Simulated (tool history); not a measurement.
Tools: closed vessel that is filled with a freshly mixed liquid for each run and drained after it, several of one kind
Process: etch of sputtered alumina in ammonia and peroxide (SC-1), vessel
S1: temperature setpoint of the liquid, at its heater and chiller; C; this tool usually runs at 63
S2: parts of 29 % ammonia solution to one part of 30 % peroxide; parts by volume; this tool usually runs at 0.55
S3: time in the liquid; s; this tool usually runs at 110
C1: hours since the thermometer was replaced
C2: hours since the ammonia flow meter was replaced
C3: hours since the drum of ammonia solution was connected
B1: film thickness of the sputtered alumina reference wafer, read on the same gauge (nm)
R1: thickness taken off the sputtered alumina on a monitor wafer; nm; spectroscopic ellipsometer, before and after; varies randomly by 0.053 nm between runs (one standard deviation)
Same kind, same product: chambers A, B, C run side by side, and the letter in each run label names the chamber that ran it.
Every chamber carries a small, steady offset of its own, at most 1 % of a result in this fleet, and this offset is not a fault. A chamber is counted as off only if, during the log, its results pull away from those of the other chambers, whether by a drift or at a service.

Run 1A, day 0.492: usual settings; C1 329.3; C2 964.4; C3 229.3; B1 60.029. Result: R1 7.0865 nm.
Run 2C, day 1.012: usual settings; C1 643.9; C2 381.3; C3 102.9; B1 59.994. Result: R1 7.1686 nm.
At day 1.233: chamber A: ammonia flow meter replaced.
Run 3B, day 1.425: usual settings; C1 506.7; C2 115; C3 1014.9; B1 60.002. Result: R1 7.1845 nm.
Run 4C, day 1.925: usual settings; C1 665.8; C2 403.2; C3 124.8; B1 60.002. Result: R1 7.0747 nm.
Run 5A, day 2.438: usual settings; C1 376; C2 29; C3 276; B1 59.991. Result: R1 7.0502 nm.
Run 6B, day 2.812: usual settings; C1 540; C2 148.3; C3 1048.2; B1 59.999. Result: R1 7.2483 nm.
Run 7B, day 3.342: usual settings; C1 552.7; C2 161; C3 1060.9; B1 59.986. Result: R1 7.1187 nm.
Run 8C, day 3.804: usual settings; C1 710.9; C2 448.3; C3 169.9; B1 60.012. Result: R1 7.2031 nm.
Run 9A, day 4.308: usual settings; C1 420.9; C2 73.9; C3 320.9; B1 59.971. Result: R1 6.9494 nm.
Run 10A, day 4.808: usual settings; C1 432.9; C2 85.9; C3 332.9; B1 60.013. Result: R1 7.0874 nm.
Run 11C, day 5.292: usual settings; C1 746.6; C2 484; C3 205.6; B1 59.988. Result: R1 7.1834 nm.
Run 12B, day 5.821: usual settings; C1 612.2; C2 220.5; C3 1120.4; B1 60.001. Result: R1 7.102 nm.
Run 13C, day 6.367: usual settings; C1 772.4; C2 509.8; C3 231.4; B1 60.001. Result: R1 7.1941 nm.
Run 14B, day 6.942: usual settings; C1 639.1; C2 247.4; C3 1147.3; B1 60. Result: R1 7.221 nm.
Run 15A, day 7.392: usual settings; C1 494.9; C2 147.9; C3 394.9; B1 60.018. Result: R1 7.1351 nm.
At day 7.738: chamber B: new drum of ammonia solution connected.
Run 16B, day 7.812: usual settings but S1 70 C; C1 660; C2 268.3; C3 1.8; B1 60. Result: R1 10.359 nm.
Run 17A, day 8.267: usual settings but S1 70 C; C1 515.9; C2 168.9; C3 415.9; B1 60.002. Result: R1 9.9717 nm.
Run 18C, day 8.838: usual settings but S1 70 C; C1 831.7; C2 569.1; C3 290.7; B1 60.007. Result: R1 10.018 nm.
Run 19B, day 9.292: usual settings; C1 695.5; C2 303.8; C3 37.3; B1 60.02. Result: R1 7.2303 nm.
Run 20C, day 9.633: usual settings; C1 850.8; C2 588.2; C3 309.8; B1 59.999. Result: R1 7.154 nm.
Run 21A, day 10.129: usual settings; C1 560.6; C2 213.6; C3 460.6; B1 60.002. Result: R1 7.0715 nm.
Run 22A, day 10.625: usual settings; C1 572.5; C2 225.5; C3 472.5; B1 60.006. Result: R1 7.0118 nm.
At day 10.988: chamber C: thermometer replaced.
Run 23B, day 11.058: usual settings; C1 737.9; C2 346.2; C3 79.7; B1 59.992. Result: R1 7.2862 nm.
Run 24C, day 11.479: usual settings; C1 11.8; C2 632.5; C3 354.1; B1 60.016. Result: R1 7.251 nm.
Run 25A, day 11.929: usual settings; C1 603.8; C2 256.8; C3 503.8; B1 60. Result: R1 7.0581 nm.
At day 12.125: chamber C: new drum of ammonia solution connected.
Run 26C, day 12.275: usual settings; C1 30.9; C2 651.6; C3 3.6; B1 60.007. Result: R1 7.158 nm.
Run 27B, day 12.683: usual settings; C1 776.9; C2 385.2; C3 118.7; B1 60.01. Result: R1 7.375 nm.
Run 28C, day 13.188: usual settings; C1 52.8; C2 673.5; C3 25.5; B1 60.016. Result: R1 7.192 nm.
Run 29B, day 13.771: usual settings; C1 803; C2 411.3; C3 144.8; B1 59.999. Result: R1 7.5501 nm.
Run 30A, day 14.075: usual settings; C1 655.3; C2 308.3; C3 555.3; B1 59.99. Result: R1 7.0851 nm.
Run 31B, day 14.388: usual settings; C1 817.8; C2 426.1; C3 159.6; B1 59.982. Result: R1 7.5163 nm.
Run 32A, day 14.8: usual settings; C1 672.7; C2 325.7; C3 572.7; B1 59.985. Result: R1 7.101 nm.
Run 33C, day 15.117: usual settings but S1 66 C; C1 99.1; C2 719.8; C3 71.8; B1 60.003. Result: R1 8.3809 nm.
Run 34B, day 15.596: usual settings but S1 66 C; C1 846.8; C2 455.1; C3 188.6; B1 59.995. Result: R1 8.8197 nm.
Run 35C, day 15.983: usual settings but S1 66 C; C1 119.9; C2 740.6; C3 92.6; B1 59.976. Result: R1 8.4656 nm.
Run 36A, day 16.258: usual settings; C1 707.7; C2 360.7; C3 607.7; B1 59.991. Result: R1 7.1797 nm.
Run 37C, day 16.779: usual settings; C1 139; C2 759.7; C3 111.7; B1 59.997. Result: R1 7.2182 nm.
Run 38A, day 17.258: usual settings; C1 731.7; C2 384.7; C3 631.7; B1 59.98. Result: R1 7.1492 nm.
Run 39B, day 17.525: usual settings; C1 893.1; C2 501.4; C3 234.9; B1 60.002. Result: R1 7.6077 nm.
Run 40B, day 17.788: usual settings; C1 899.4; C2 507.7; C3 241.2; B1 60.012. Result: R1 7.5903 nm.
Run 41A, day 18.146: usual settings; C1 753; C2 406; C3 653; B1 60.006. Result: R1 7.1276 nm.
Run 42C, day 18.638: usual settings; C1 183.6; C2 804.3; C3 156.3; B1 59.988. Result: R1 7.1818 nm.
Run 43A, day 18.95: usual settings; C1 772.3; C2 425.3; C3 672.3; B1 60.018. Result: R1 7.1102 nm.
Run 44C, day 19.221: usual settings; C1 197.6; C2 818.3; C3 170.3; B1 59.992. Result: R1 7.2058 nm.

All 3 chambers run these settings next. Forecast each chamber's results:
Run 45A, day 19.642: usual settings but S2 0.45 parts by volume. Result: R1 ?.
Run 45B, day 19.642: usual settings but S2 0.45 parts by volume. Result: R1 ?.
Run 45C, day 19.642: usual settings but S2 0.45 parts by volume. Result: R1 ?.

run      R1
45A  7.0027
45B  7.4836
45C  7.0275

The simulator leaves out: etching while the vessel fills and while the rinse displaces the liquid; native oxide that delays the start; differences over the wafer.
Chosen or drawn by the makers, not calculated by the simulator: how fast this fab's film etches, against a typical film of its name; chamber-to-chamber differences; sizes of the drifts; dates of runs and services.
